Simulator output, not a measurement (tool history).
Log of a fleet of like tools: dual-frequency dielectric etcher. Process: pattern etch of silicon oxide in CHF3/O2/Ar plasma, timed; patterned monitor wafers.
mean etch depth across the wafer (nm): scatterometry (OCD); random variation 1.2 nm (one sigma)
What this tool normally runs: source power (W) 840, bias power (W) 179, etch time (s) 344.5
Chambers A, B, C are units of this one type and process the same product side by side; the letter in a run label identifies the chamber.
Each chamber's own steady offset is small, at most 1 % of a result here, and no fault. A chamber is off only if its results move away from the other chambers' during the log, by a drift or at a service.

run	day	source power (W)	bias power (W)	etch time (s)	read-back reference wafer on the same gauge, depth_nm	mean etch depth across the wafer (nm)
1B	0.158	840	179	344.5	790.73	766.29
2A	0.296	840	179	344.5	790.60	779.52
3C	0.404	840	179	344.5	790.33	768.72
4B	0.492	840	179	344.5	790.44	769.44
5C	0.650	840	179	344.5	790.39	768.59
6A	0.833	840	179	344.5	790.33	777.57
7B	0.958	840	179	344.5	789.83	765.65
8C	1.062	840	179	344.5	789.85	769.02
9A	1.179	840	179	344.5	789.64	775.41
10C	1.329	840	179	344.5	789.83	770.90
11A	1.496	840	179	344.5	789.25	778.73
12B	1.579	840	179	344.5	789.26	764.84
13B	1.754	840	219	344.5	789.49	817.93
14C	1.842	840	219	344.5	789.03	821.21
15A	1.971	840	219	344.5	788.86	831.65
16C	2.092	840	179	344.5	788.44	768.27
17A	2.217	930	179	411.5	788.36	961.68
18B	2.329	930	179	411.5	788.48	952.17
19C	2.433	930	179	411.5	788.14	955.57
20A	2.546	840	193	376.0	788.20	866.24
21B	2.650	840	193	376.0	787.85	855.92
22B	2.758	840	193	376.0	788.44	854.66
23A	2.950	920	179	270.5	787.67	629.00
24C	3.142	920	179	270.5	787.69	624.03
25A	3.258	920	179	270.5	787.38	631.29
26C	3.450	840	179	310.5	787.39	690.81
27B	3.588	840	179	310.5	787.49	687.89
28C	3.700	840	179	310.5	786.80	688.88
29B	3.842	840	179	344.5	786.86	765.77
30A	3.958	840	179	344.5	786.45	774.24
31A	4.146	840	179	344.5	786.41	774.00
32C	4.296	840	198	344.5	785.94	791.22
33B	4.433	840	198	344.5	786.30	788.03

Read the log: is a single chamber off, either drifting away or since a service, is the gauge that measures every chamber drifting, or is nothing wrong beyond small per-chamber offsets? Name any odd chamber and what most likely caused it.

The shared gauge is drifting. All chambers look as if they move in step, but none is off.
Likeliest cause: gauge reads low (%) = 0.643.
